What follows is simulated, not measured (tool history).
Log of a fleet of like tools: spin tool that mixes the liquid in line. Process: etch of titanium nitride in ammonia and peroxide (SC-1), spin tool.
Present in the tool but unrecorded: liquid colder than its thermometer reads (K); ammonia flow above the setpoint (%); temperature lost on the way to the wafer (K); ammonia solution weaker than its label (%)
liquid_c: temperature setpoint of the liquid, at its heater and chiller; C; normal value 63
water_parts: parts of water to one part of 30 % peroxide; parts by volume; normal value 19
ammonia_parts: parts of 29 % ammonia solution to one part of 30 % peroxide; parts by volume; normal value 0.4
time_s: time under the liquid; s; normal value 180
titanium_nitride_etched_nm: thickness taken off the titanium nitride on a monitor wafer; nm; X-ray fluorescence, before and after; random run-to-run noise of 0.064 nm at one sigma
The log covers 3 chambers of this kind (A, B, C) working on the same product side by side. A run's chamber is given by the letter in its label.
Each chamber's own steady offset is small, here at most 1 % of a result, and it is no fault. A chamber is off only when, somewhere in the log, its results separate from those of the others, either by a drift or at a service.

run   hour  liquid_c  water_parts  ammonia_parts  time_s  hours since the thermometer was replaced  hours since the ammonia flow meter was replaced  hours since the heated supply line was repaired  hours since the drum of ammonia solution was connected  read-back film thickness of the titanium nitride reference wafer, read on the same gauge (nm)  titanium_nitride_etched_nm
 1B    7.7        63           19            0.4     180                                     962.3                                              767                                            652.5                                                   928.2                                                                                         80.013                      9.8942
      10.2  -- chamber B: new drum of ammonia solution connected
 2A   11.6        63           19            0.4     180                                       104                                           2342.7                                           1560.9                                                    39.8                                                                                         79.978                      9.9766
 3C   15.6        63           19            0.4     180                                    1035.7                                            552.9                                           1142.8                                                     576                                                                                         79.975                      9.9858
 4C   22.2        63           19            0.4     180                                    1042.3                                            559.5                                           1149.4                                                   582.6                                                                                         80.012                      9.9092
 5B   26.1        63           14           0.25     180                                     980.7                                            785.4                                            670.9                                                    15.9                                                                                         80.002                      10.715
 6A     34        63           14           0.25     180                                     126.4                                           2365.1                                           1583.3                                                    62.2                                                                                         80.032                      10.654
 7A   38.7        63           14           0.25     180                                     131.1                                           2369.8                                             1588                                                    66.9                                                                                         79.975                      10.545
 8C   44.9        63           19            0.4     180                                      1065                                            582.2                                           1172.1                                                   605.3                                                                                         80.022                      9.9228
 9B   49.2        63           19            0.4     180                                    1003.8                                            808.5                                              694                                                      39                                                                                         79.997                      9.7605
10A   54.5        63           19            0.4     180                                     146.9                                           2385.6                                           1603.8                                                    82.7                                                                                         79.959                      9.7808
11C   61.6        63           19            0.4     180                                    1081.7                                            598.9                                           1188.8                                                     622                                                                                          80.07                      9.8842
12B   66.3        63           19            0.4     180                                    1020.9                                            825.6                                            711.1                                                    56.1                                                                                         79.988                      9.8698
13A   71.9        63           19            0.4     180                                     164.3                                             2403                                           1621.2                                                   100.1                                                                                         79.938                      9.7647
14C   78.4        63           19            0.5     180                                    1098.5                                            615.7                                           1205.6                                                   638.8                                                                                         79.977                      10.112
15B   82.1        63           19            0.5     180                                    1036.7                                            841.4                                            726.9                                                    71.9                                                                                         79.993                      10.097
16B   88.5        63           19            0.5     180                                    1043.1                                            847.8                                            733.3                                                    78.3                                                                                         79.983                      10.358
17C   95.2        63           19            0.4     180                                    1115.3                                            632.5                                           1222.4                                                   655.6                                                                                         79.992                      9.6924
18A   99.7        63           19            0.4     180                                     192.1                                           2430.8                                             1649                                                   127.9                                                                                         79.949                      9.7858
19B  108.1        63           19            0.4     180                                    1062.7                                            867.4                                            752.9                                                    97.9                                                                                         79.993                      9.7825
20C  114.6        63           19            0.4     100                                    1134.7                                            651.9                                           1241.8                                                     675                                                                                         80.026                      5.3296
21A  118.6        63           19            0.4     100                                       211                                           2449.7                                           1667.9                                                   146.8                                                                                          79.98                      5.4199
22C  124.7        63           19            0.4     100                                    1144.8                                              662                                           1251.9                                                   685.1                                                                                         80.019                      5.2715
23A  128.6        63           19            0.4     180                                       221                                           2459.7                                           1677.9                                                   156.8                                                                                         79.948                      9.8659
24B    137        63         14.5            0.6     180                                    1091.6                                            896.3                                            781.8                                                   126.8                                                                                         80.011                      12.157
25A  144.3        63         14.5            0.6     180                                     236.7                                           2475.4                                           1693.6                                                   172.5                                                                                         79.958                      12.257

Predict what each chamber gives when all 3 of them run the settings below next.
26A  150.3        63           19            0.4     180                                                                                                                                                                                                                                                                                                                              ?
26B  150.3        63           19            0.4     180                                                                                                                                                                                                                                                                                                                              ?
26C  150.3        63           19            0.4     180                                                                                                                                                                                                                                                                                                                              ?

run  titanium_nitride_etched_nm
26A                      9.8073
26B                      9.7891
26C                      9.2964

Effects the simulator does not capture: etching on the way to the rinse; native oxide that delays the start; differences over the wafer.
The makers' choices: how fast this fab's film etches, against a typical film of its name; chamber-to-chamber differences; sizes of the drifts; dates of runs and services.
